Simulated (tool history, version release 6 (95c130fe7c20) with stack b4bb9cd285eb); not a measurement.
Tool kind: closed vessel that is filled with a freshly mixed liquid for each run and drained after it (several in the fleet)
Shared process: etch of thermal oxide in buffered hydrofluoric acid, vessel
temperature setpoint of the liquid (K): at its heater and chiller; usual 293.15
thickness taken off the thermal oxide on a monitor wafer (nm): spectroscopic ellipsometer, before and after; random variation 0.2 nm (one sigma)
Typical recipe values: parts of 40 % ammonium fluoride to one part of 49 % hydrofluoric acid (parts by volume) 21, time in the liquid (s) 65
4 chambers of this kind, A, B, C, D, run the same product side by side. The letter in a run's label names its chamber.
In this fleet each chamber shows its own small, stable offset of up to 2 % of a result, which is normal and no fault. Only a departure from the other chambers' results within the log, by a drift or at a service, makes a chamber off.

run	hour	temperature setpoint of the liquid (K)	parts of 40 % ammonium fluoride to one part of 49 % hydrofluoric acid (parts by volume)	time in the liquid (s)	hours since the thermometer was replaced	hours since the hydrofluoric acid flow meter was replaced	read-back film thickness of the thermal oxide reference wafer, read on the same gauge (nm)	thickness taken off the thermal oxide on a monitor wafer (nm)
1C	7.3	293.15	21	65	7.6	1556.3	129.99	30.669
2D	13.8	293.15	21	65	596.9	232.9	130.01	30.775
3B	19.2	293.15	21	65	295	967.1	130	30.667
4A	24.1	293.15	21	65	766.5	465.1	130	31.029
5A	31.4	293.15	21	65	773.8	472.4	129.98	30.962
6D	37.7	293.15	26.5	65	620.8	256.8	130	26.333
7B	41.7	293.15	26.5	65	317.5	989.6	130.03	25.984
8C	48.4	293.15	26.5	65	48.7	1597.4	130.02	26.162
9C	53.4	293.15	26.5	65	53.7	1602.4	130	25.755
10B	58.2	293.15	21	65	334	1006.1	130.01	30.892
11A	64.9	293.15	21	65	807.3	505.9	129.99	31.264
12D	68.7	293.15	21	65	651.8	287.8	130.01	31.402
13C	72.7	293.15	21	65	73	1621.7	129.99	31.03
14D	78.6	293.15	21	65	661.7	297.7	130	30.872
15A	83.3	293.15	21	65	825.7	524.3	129.99	31.271
16B	89.1	293.15	21	65	364.9	1037	130.01	31.348
17D	94.3	293.15	21	65	677.4	313.4	130	30.859
18C	98.2	293.15	21	65	98.5	1647.2	129.98	30.584
19B	103.5	293.15	21	65	379.3	1051.4	130.01	31.391
20A	109.3	297.15	14.5	65	851.7	550.3	130	55.973
21A	113.5	297.15	14.5	65	855.9	554.5	130.01	55.649
22B	119.8	297.15	14.5	65	395.6	1067.7	130.01	55.701
23C	126.3	297.15	14.5	65	126.6	1675.3	130.02	55.035
24D	131.1	293.15	29	45	714.2	350.2	130	17.15
25D	134.8	293.15	29	45	717.9	353.9	129.98	17.09
26C	141.3	293.15	29	45	141.6	1690.3	129.99	16.876
27B	147.1	293.15	29	45	422.9	1095	130.01	17.879
28A	152.9	293.15	21	65	895.3	593.9	130.02	31.171
29C	156.9	293.15	21	65	157.2	1705.9	130.01	30.895
30B	160.3	293.15	21	65	436.1	1108.2	129.99	32.794
31A	164.3	293.15	21	65	906.7	605.3	129.98	31.205
32D	171.7	293.15	21	65	754.8	390.8	130	31.337
33D	177	293.15	21	65	760.1	396.1	129.97	31.013

For the next run the whole fleet of 4 chambers uses the same settings. Give each chamber's results:
34A	182.5	297.65	21	65				?
34B	182.5	297.65	21	65				?
34C	182.5	297.65	21	65				?
34D	182.5	297.65	21	65				?

run	thickness taken off the thermal oxide on a monitor wafer (nm)
34A	39.901
34B	42.672
34C	39.616
34D	39.952
